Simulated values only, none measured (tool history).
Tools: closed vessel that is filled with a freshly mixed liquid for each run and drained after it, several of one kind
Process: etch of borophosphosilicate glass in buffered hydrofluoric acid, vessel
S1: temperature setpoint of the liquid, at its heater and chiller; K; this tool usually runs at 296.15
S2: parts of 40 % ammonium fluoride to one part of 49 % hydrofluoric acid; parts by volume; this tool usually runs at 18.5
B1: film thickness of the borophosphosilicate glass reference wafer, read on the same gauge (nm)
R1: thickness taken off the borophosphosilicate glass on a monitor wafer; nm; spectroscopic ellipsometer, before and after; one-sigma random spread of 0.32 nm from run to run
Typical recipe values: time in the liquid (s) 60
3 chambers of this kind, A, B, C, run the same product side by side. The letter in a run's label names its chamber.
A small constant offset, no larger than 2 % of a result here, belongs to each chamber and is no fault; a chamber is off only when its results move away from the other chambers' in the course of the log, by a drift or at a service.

Run 1A, day 0.262: usual settings; B1 50.017. Result: R1 54.924 nm.
At day 0.388: chamber C: thermometer replaced.
Run 2C, day 0.462: usual settings; B1 50.000. Result: R1 53.698 nm.
Run 3B, day 0.762: usual settings; B1 50.002. Result: R1 54.717 nm.
Run 4B, day 1.046: usual settings; B1 50.015. Result: R1 54.940 nm.
Run 5C, day 1.342: usual settings; B1 49.992. Result: R1 53.417 nm.
Run 6A, day 1.600: usual settings; B1 50.022. Result: R1 54.630 nm.
Run 7C, day 1.862: usual settings but S1 292.65 K; B1 50.045. Result: R1 44.226 nm.
Run 8B, day 2.142: usual settings but S1 292.65 K; B1 49.988. Result: R1 45.534 nm.
Run 9A, day 2.429: usual settings but S1 292.65 K; B1 50.019. Result: R1 45.264 nm.
Run 10A, day 2.662: usual settings; B1 49.968. Result: R1 55.382 nm.
Run 11C, day 2.954: usual settings but S2 14.0 parts by volume, time in the liquid (s) 75; B1 50.064. Result: R1 89.314 nm.
Run 12B, day 3.162: usual settings but S2 14.0 parts by volume, time in the liquid (s) 75; B1 49.977. Result: R1 93.064 nm.
Run 13C, day 3.338: usual settings but S2 14.0 parts by volume, time in the liquid (s) 75; B1 49.973. Result: R1 88.042 nm.
Run 14A, day 3.471: usual settings; B1 50.019. Result: R1 54.838 nm.
Run 15B, day 3.738: usual settings; B1 50.036. Result: R1 56.286 nm.
Run 16C, day 3.912: usual settings; B1 50.004. Result: R1 54.048 nm.
Run 17A, day 4.138: usual settings but S2 16.5 parts by volume; B1 49.988. Result: R1 61.813 nm.
Run 18B, day 4.350: usual settings but S2 16.5 parts by volume; B1 49.998. Result: R1 63.427 nm.
Run 19B, day 4.621: usual settings but S2 16.5 parts by volume; B1 49.976. Result: R1 64.824 nm.
Run 20A, day 4.788: usual settings; B1 50.002. Result: R1 54.895 nm.
Run 21C, day 5.025: usual settings; B1 49.992. Result: R1 53.959 nm.
Run 22C, day 5.292: usual settings; B1 49.975. Result: R1 53.337 nm.
Run 23A, day 5.438: usual settings; B1 50.024. Result: R1 54.940 nm.
Run 24B, day 5.588: usual settings; B1 50.011. Result: R1 57.705 nm.
Run 25B, day 5.812: usual settings; B1 49.975. Result: R1 58.723 nm.
Run 26A, day 6.025: usual settings; B1 49.944. Result: R1 54.546 nm.
Run 27C, day 6.167: usual settings; B1 50.023. Result: R1 53.906 nm.
Run 28B, day 6.442: usual settings; B1 49.973. Result: R1 58.280 nm.
Run 29A, day 6.600: usual settings; B1 49.973. Result: R1 54.928 nm.

Has any chamber moved away from the others, gradually or after a service, or does the common gauge drift, or do the chambers differ only by their own small steady offsets? State the chamber and the most likely cause if one applies.

One chamber, B, drifts off from the rest bit by bit.
Likeliest cause: liquid hotter than its thermometer reads (K) = 1.42.
With only this log, it may be confused with: hydrofluoric acid flow above the setpoint (%).

Chamber B could run next with any of the 4 candidate recipes listed below; each alters the usual settings, and their results appear as question marks. Which one brings its results back in line with what the other chambers deliver on the usual settings?
A result is in line if it is within this distance of the other chambers' mean on the usual settings: R1 1.100 nm
Run 30B-1, day 6.817: usual settings but time in the liquid (s) 65. Result: R1 ?.
Run 30B-2, day 6.817: usual settings but S2 19.0 parts by volume. Result: R1 ?.
Run 30B-3, day 6.817: usual settings but S1 295.65 K, S2 19.5 parts by volume. Result: R1 ?.
Run 30B-4, day 6.817: usual settings but S2 18.0 parts by volume. Result: R1 ?.

The mean the other chambers reach with the usual settings: R1 54.469 nm
  run      R1
30B-1  63.631
30B-2  57.217
30B-3  54.257
30B-4  60.340
Change 30B-3 lands the chamber within the allowed miss of the other chambers.

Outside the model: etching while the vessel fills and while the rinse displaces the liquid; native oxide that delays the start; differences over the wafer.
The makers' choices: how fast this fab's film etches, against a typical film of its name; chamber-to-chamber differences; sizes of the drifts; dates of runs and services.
